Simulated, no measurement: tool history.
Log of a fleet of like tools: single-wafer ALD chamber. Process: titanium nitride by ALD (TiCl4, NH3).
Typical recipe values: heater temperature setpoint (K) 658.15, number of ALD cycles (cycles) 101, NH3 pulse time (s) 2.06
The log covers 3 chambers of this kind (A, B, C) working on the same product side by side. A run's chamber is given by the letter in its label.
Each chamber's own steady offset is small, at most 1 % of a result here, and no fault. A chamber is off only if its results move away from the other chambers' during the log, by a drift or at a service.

| run | hour | heater temperature setpoint (K) | number of ALD cycles (cycles) | NH3 pulse time (s) | hours since the last thermocouple change | read-back reference wafer on the same gauge, thickness_nm | mean film thickness on the monitor wafer (angstrom) |
|---|---|---|---|---|---|---|---|
| 1B | 10.3 | 658.15 | 101 | 2.06 | 442.3 | 2.2505 | 22.084 |
| 2A | 17.1 | 658.15 | 101 | 2.06 | 1881.5 | 2.2512 | 22.099 |
| 3C | 25.8 | 658.15 | 101 | 2.06 | 1488.4 | 2.2511 | 21.870 |
| 4B | 33.7 | 658.15 | 101 | 2.06 | 465.7 | 2.2511 | 22.056 |
| 5A | 42.1 | 658.15 | 101 | 2.06 | 1906.5 | 2.2523 | 22.142 |
| 6C | 49.6 | 658.15 | 101 | 2.06 | 1512.2 | 2.2513 | 21.833 |
| 7C | 56.3 | 658.15 | 101 | 2.06 | 1518.9 | 2.2531 | 21.856 |
| 8A | 61.9 | 649.15 | 101 | 2.06 | 1926.3 | 2.2529 | 21.950 |
| 9B | 67.7 | 649.15 | 101 | 2.06 | 499.7 | 2.2541 | 21.888 |
| 10C | 78.4 | 649.15 | 101 | 2.06 | 1541.0 | 2.2532 | 21.687 |
| 11A | 86.7 | 658.15 | 101 | 2.06 | 1951.1 | 2.2544 | 22.100 |
| 12B | 97.6 | 658.15 | 101 | 2.06 | 529.6 | 2.2546 | 22.086 |
| 13C | 107.9 | 658.15 | 101 | 2.06 | 1570.5 | 2.2554 | 21.939 |
| 14B | 115.3 | 658.15 | 101 | 1.49 | 547.3 | 2.2565 | 21.663 |
| 15A | 120.8 | 658.15 | 101 | 1.49 | 1985.2 | 2.2557 | 21.771 |
| 16B | 132.2 | 658.15 | 101 | 1.49 | 564.2 | 2.2564 | 21.675 |
| 17C | 141.7 | 658.15 | 101 | 2.06 | 1604.3 | 2.2563 | 21.950 |
| 18A | 149.5 | 658.15 | 101 | 2.06 | 2013.9 | 2.2569 | 22.138 |
| 19C | 159.2 | 658.15 | 101 | 2.06 | 1621.8 | 2.2570 | 21.995 |
| 20B | 166.9 | 658.15 | 101 | 2.06 | 598.9 | 2.2580 | 22.182 |
| 21A | 174.5 | 658.15 | 101 | 2.06 | 2038.9 | 2.2586 | 22.145 |
| 22C | 185.5 | 658.15 | 101 | 2.06 | 1648.1 | 2.2581 | 21.940 |
| 23B | 190.8 | 658.15 | 115 | 2.65 | 622.8 | 2.2587 | 25.547 |
| 24A | 196.1 | 658.15 | 115 | 2.65 | 2060.5 | 2.2593 | 25.581 |
| 25B | 204.9 | 658.15 | 115 | 2.65 | 636.9 | 2.2600 | 25.474 |
| 26C | 215.7 | 658.15 | 101 | 2.06 | 1678.3 | 2.2597 | 22.007 |
| 27A | 227.3 | 658.15 | 101 | 2.06 | 2091.7 | 2.2602 | 22.173 |
| 28A | 233.7 | 658.15 | 101 | 2.06 | 2098.1 | 2.2612 | 22.147 |
| 29B | 240.9 | 658.15 | 101 | 2.06 | 672.9 | 2.2610 | 22.127 |
| 30C | 247.0 | 669.15 | 101 | 2.06 | 1709.6 | 2.2612 | 22.194 |
| 31C | 257.6 | 669.15 | 101 | 2.06 | 1720.2 | 2.2629 | 22.246 |
| 32B | 268.5 | 669.15 | 101 | 2.06 | 700.5 | 2.2612 | 22.349 |

The same settings go to every chamber for the next run, one line per chamber below. Forecast the results for each:
| 33A | 277.3 | 658.15 | 109 | 2.06 |  |  | ? |
| 33B | 277.3 | 658.15 | 109 | 2.06 |  |  | ? |
| 33C | 277.3 | 658.15 | 109 | 2.06 |  |  | ? |

| run | mean film thickness on the monitor wafer (angstrom) |
|---|---|
| 33A | 23.962 |
| 33B | 23.930 |
| 33C | 23.713 |
